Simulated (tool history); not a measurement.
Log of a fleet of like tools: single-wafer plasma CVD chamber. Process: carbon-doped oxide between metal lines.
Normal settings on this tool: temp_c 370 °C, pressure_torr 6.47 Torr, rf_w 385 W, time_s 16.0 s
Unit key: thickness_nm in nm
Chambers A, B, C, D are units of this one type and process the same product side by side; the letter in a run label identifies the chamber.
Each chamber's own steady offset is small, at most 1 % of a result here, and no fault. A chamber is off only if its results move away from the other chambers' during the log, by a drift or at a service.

run   hour  temp_c  pressure_torr  rf_w  time_s  hours since the last thermocouple change  hours since the last RF generator calibration  hours since the last manometer calibration  read-back reference wafer on the same gauge, thickness_nm  thickness_nm
 1C   12.5     370           6.47   385    16.0                                     552.8                                          644.9                                      1101.8                                                     61.510        67.792
 2D   25.2     370           6.47   385    16.0                                    1714.3                                          732.7                                      1155.8                                                     61.537        67.034
 3B   30.9     370           6.47   385    16.0                                    1363.3                                          579.5                                        76.6                                                     61.417        67.258
 4A   43.3     370           6.47   385    16.0                                    1135.5                                         1153.6                                      1495.8                                                     61.511        66.916
 5A   50.5     370           6.47   385    16.0                                    1142.7                                         1160.8                                      1503.0                                                     61.478        67.171
 6B   62.1     360           6.47   445    16.0                                    1394.5                                          610.7                                       107.8                                                     61.505        76.894
 7D   69.8     360           6.47   445    16.0                                    1758.9                                          777.3                                      1200.4                                                     61.588        76.281
 8C   78.7     360           6.47   445    16.0                                     619.0                                          711.1                                      1168.0                                                     61.539        77.378
 9B   86.4     360           6.47   445    16.0                                    1418.8                                          635.0                                       132.1                                                     61.518        76.561
10A   95.3     370           6.47   335    16.0                                    1187.5                                         1205.6                                      1547.8                                                     61.513        59.650
11D  106.6     370           6.47   335    16.0                                    1795.7                                          814.1                                      1237.2                                                     61.470        60.328
     113.2  -- chamber D: thermocouple changed; heater temperature recalibrated
12C  116.5     370           6.47   335    16.0                                     656.8                                          748.9                                      1205.8                                                     61.559        61.050
     121.4  -- chamber A: thermocouple changed; heater temperature recalibrated
13C  126.9     370           6.47   335    16.0                                     667.2                                          759.3                                      1216.2                                                     61.494        60.719
14D  133.6     370           6.47   385    16.0                                      20.4                                          841.1                                      1264.2                                                     61.494        67.783
15B  143.1     370           6.47   385    16.0                                    1475.5                                          691.7                                       188.8                                                     61.479        67.952
16A  153.5     370           6.47   385    16.0                                      32.1                                         1263.8                                      1606.0                                                     61.524        66.670
17C  159.2     370           6.47   385    16.0                                     699.5                                          791.6                                      1248.5                                                     61.401        67.837
18D  166.3     370           6.47   385    16.0                                      53.1                                          873.8                                      1296.9                                                     61.429        67.313
19B  177.3     370           6.47   385    16.0                                    1509.7                                          725.9                                       223.0                                                     61.516        67.494
20A  184.0     370           6.47   385    16.0                                      62.6                                         1294.3                                      1636.5                                                     61.571        65.564
21D  190.4     370           6.47   385    16.0                                      77.2                                          897.9                                      1321.0                                                     61.484        67.457
22C  200.4     370           6.47   385    16.0                                     740.7                                          832.8                                      1289.7                                                     61.493        67.397
23A  212.4     370           5.84   385    13.2                                      91.0                                         1322.7                                      1664.9                                                     61.468        53.937
24B  219.8     370           5.84   385    13.2                                    1552.2                                          768.4                                       265.5                                                     61.456        55.169
25A  231.3     370           5.84   385    13.2                                     109.9                                         1341.6                                      1683.8                                                     61.477        53.952
26B  242.1     370           5.84   385    13.2                                    1574.5                                          790.7                                       287.8                                                     61.516        55.457
27D  251.8     370           6.47   385    16.0                                     138.6                                          959.3                                      1382.4                                                     61.523        67.393
28C  259.9     357           6.47   385    17.4                                     800.2                                          892.3                                      1349.2                                                     61.517        76.123
29A  269.6     357           6.47   385    17.4                                     148.2                                         1379.9                                      1722.1                                                     61.515        73.104
30C  277.3     357           6.47   385    17.4                                     817.6                                          909.7                                      1366.6                                                     61.444        76.311
     280.9  -- chamber D: RF generator calibrated
31D  286.9     357           6.47   385    17.4                                     173.7                                            6.1                                      1417.5                                                     61.450        75.435
     297.2  -- chamber C: capacitance manometer re-zeroed and calibrated
32B  298.9     370           5.88   385    16.0                                    1631.3                                          847.5                                       344.6                                                     61.589        66.093
33D  304.6     370           5.88   385    16.0                                     191.4                                           23.8                                      1435.2                                                     61.564        66.554
34B  313.7     370           5.88   385    16.0                                    1646.1                                          862.3                                       359.4                                                     61.433        66.981
35A  324.5     370           5.88   385    16.0                                     203.1                                         1434.8                                      1777.0                                                     61.483        64.167
36C  334.1     370           5.69   385    16.0                                     874.4                                          966.5                                        36.9                                                     61.501        66.558
37B  340.3     370           5.69   385    16.0                                    1672.7                                          888.9                                       386.0                                                     61.543        65.983

Is one chamber out of step, is the gauge drifting, or do the chambers differ by no more than their own small offsets? For an off chamber, give its letter and the likeliest cause.

Chamber A drifts away from the others.
Cause: delivered RF power below the setpoint (%) = 4.51.

Which of the 4 candidates below, each the usual settings with something changed and its results left as question marks, puts chamber A back in line with what the other chambers give on the usual settings?
Allowed miss from the other chambers' usual-settings mean, per result, to count as in line: thickness_nm 1.100 nm
38A-1  349.6     369           6.51   400    16.7                                                                                                                                                                                                             ?
38A-2  349.6     370           6.49   395    16.4                                                                                                                                                                                                             ?
38A-3  349.6     371           6.47   365    16.0                                                                                                                                                                                                             ?
38A-4  349.6     371           6.47   385    14.9                                                                                                                                                                                                             ?

What the other chambers average on the usual settings: thickness_nm 67.545 nm
  run  thickness_nm
38A-1        70.067
38A-2        67.976
38A-3        62.221
38A-4        60.481
Change 38A-2 lands the chamber within the allowed miss of the other chambers.
